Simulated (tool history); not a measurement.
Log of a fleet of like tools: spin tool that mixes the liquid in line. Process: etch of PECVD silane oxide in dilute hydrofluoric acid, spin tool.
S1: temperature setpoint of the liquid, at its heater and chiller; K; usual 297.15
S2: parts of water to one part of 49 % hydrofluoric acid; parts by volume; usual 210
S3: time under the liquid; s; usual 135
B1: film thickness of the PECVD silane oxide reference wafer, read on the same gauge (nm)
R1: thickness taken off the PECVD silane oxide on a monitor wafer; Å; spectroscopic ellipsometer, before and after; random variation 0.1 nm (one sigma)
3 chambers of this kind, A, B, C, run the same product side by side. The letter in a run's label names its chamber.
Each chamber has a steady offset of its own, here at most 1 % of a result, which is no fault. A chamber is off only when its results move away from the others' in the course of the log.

{"run": "1C", "hour": 7.9, "S1": 297.15, "S2": 210, "S3": 135, "B1": 59.989, "R1": 221.32}
{"run": "2A", "hour": 17.7, "S1": 297.15, "S2": 210, "S3": 135, "B1": 60.013, "R1": 218.61}
{"run": "3B", "hour": 26.8, "S1": 297.15, "S2": 210, "S3": 135, "B1": 60.021, "R1": 218.2}
{"run": "4A", "hour": 37.5, "S1": 297.15, "S2": 210, "S3": 135, "B1": 59.993, "R1": 220.16}
{"run": "5B", "hour": 49.8, "S1": 295.15, "S2": 210, "S3": 200, "B1": 60.01, "R1": 299.46}
{"run": "6C", "hour": 57.3, "S1": 295.15, "S2": 210, "S3": 200, "B1": 59.981, "R1": 301.35}
{"run": "7A", "hour": 65.4, "S1": 295.15, "S2": 210, "S3": 200, "B1": 59.959, "R1": 302.24}
{"run": "8B", "hour": 74.8, "S1": 297.15, "S2": 210, "S3": 135, "B1": 60.042, "R1": 218.92}
{"run": "9C", "hour": 87.8, "S1": 297.15, "S2": 210, "S3": 135, "B1": 59.993, "R1": 220.81}
{"hour": 92.9, "done": "chamber A: hydrofluoric acid flow meter replaced"}
{"run": "10C", "hour": 97.4, "S1": 297.15, "S2": 210, "S3": 135, "B1": 59.987, "R1": 218.46}
{"run": "11A", "hour": 106.4, "S1": 297.15, "S2": 210, "S3": 135, "B1": 60.017, "R1": 217.9}
{"run": "12B", "hour": 113.5, "S1": 292.65, "S2": 210, "S3": 90, "B1": 59.983, "R1": 123.1}
{"hour": 119.7, "done": "chamber C: hydrofluoric acid flow meter replaced"}
{"run": "13C", "hour": 127.3, "S1": 292.65, "S2": 210, "S3": 90, "B1": 59.975, "R1": 123.1}
{"run": "14A", "hour": 139.2, "S1": 292.65, "S2": 210, "S3": 90, "B1": 59.976, "R1": 123.05}
{"run": "15B", "hour": 147.7, "S1": 297.15, "S2": 210, "S3": 135, "B1": 60.013, "R1": 218.12}
{"run": "16C", "hour": 159.8, "S1": 297.15, "S2": 210, "S3": 135, "B1": 59.959, "R1": 220.02}
{"run": "17A", "hour": 172.9, "S1": 297.15, "S2": 210, "S3": 135, "B1": 60.028, "R1": 218.48}
{"run": "18B", "hour": 184.2, "S1": 297.15, "S2": 210, "S3": 135, "B1": 60.037, "R1": 219.01}
{"run": "19C", "hour": 199.4, "S1": 297.15, "S2": 210, "S3": 135, "B1": 59.992, "R1": 219.47}
{"run": "20B", "hour": 213.8, "S1": 297.15, "S2": 210, "S3": 135, "B1": 59.991, "R1": 217.0}
{"run": "21A", "hour": 224.0, "S1": 297.15, "S2": 210, "S3": 135, "B1": 60.003, "R1": 218.57}
{"run": "22C", "hour": 236.2, "S1": 297.15, "S2": 210, "S3": 135, "B1": 60.03, "R1": 220.16}
{"run": "23A", "hour": 246.1, "S1": 297.15, "S2": 210, "S3": 135, "B1": 59.999, "R1": 219.77}
{"run": "24B", "hour": 257.2, "S1": 297.15, "S2": 210, "S3": 135, "B1": 60.038, "R1": 216.44}
{"run": "25C", "hour": 267.3, "S1": 297.15, "S2": 210, "S3": 135, "B1": 59.996, "R1": 219.77}
{"run": "26A", "hour": 275.0, "S1": 297.15, "S2": 210, "S3": 135, "B1": 59.995, "R1": 219.02}
{"run": "27B", "hour": 283.1, "S1": 297.15, "S2": 210, "S3": 135, "B1": 59.993, "R1": 216.25}
{"run": "28A", "hour": 298.6, "S1": 297.15, "S2": 125, "S3": 165, "B1": 59.976, "R1": 486.35}
{"run": "29B", "hour": 313.5, "S1": 297.15, "S2": 125, "S3": 165, "B1": 60.022, "R1": 495.9}
{"run": "30C", "hour": 328.3, "S1": 297.15, "S2": 125, "S3": 165, "B1": 59.948, "R1": 497.84}
{"run": "31B", "hour": 341.2, "S1": 297.15, "S2": 210, "S3": 135, "B1": 59.99, "R1": 218.47}
{"run": "32A", "hour": 349.8, "S1": 297.15, "S2": 210, "S3": 135, "B1": 60.015, "R1": 217.72}
{"hour": 352.3, "done": "chamber B: hydrofluoric acid flow meter replaced"}
{"run": "33C", "hour": 364.3, "S1": 297.15, "S2": 135, "S3": 85, "B1": 60.036, "R1": 234.51}
{"run": "34B", "hour": 374.9, "S1": 297.15, "S2": 135, "S3": 85, "B1": 60.003, "R1": 233.6}
{"run": "35C", "hour": 384.7, "S1": 297.15, "S2": 135, "S3": 85, "B1": 59.98, "R1": 233.94}
{"run": "36A", "hour": 398.2, "S1": 297.15, "S2": 210, "S3": 135, "B1": 59.99, "R1": 220.45}
{"run": "37C", "hour": 409.3, "S1": 297.15, "S2": 210, "S3": 135, "B1": 60.008, "R1": 221.65}
{"run": "38B", "hour": 419.4, "S1": 297.15, "S2": 210, "S3": 135, "B1": 60.017, "R1": 217.45}
{"run": "39A", "hour": 431.6, "S1": 297.15, "S2": 210, "S3": 135, "B1": 60.033, "R1": 217.17}
{"run": "40C", "hour": 438.7, "S1": 297.15, "S2": 210, "S3": 135, "B1": 59.99, "R1": 219.92}
{"run": "41A", "hour": 447.2, "S1": 297.15, "S2": 210, "S3": 135, "B1": 60.07, "R1": 217.46}
{"run": "42B", "hour": 462.3, "S1": 297.15, "S2": 210, "S3": 135, "B1": 60.02, "R1": 216.78}
{"run": "43A", "hour": 474.2, "S1": 297.15, "S2": 210, "S3": 135, "B1": 60.013, "R1": 219.8}

Is one chamber off against the others, does the gauge drift, or is nothing wrong? If a chamber is off, say which, and what the likeliest cause is.

No chamber stands off beyond its own small offset, and the gauge holds steady.
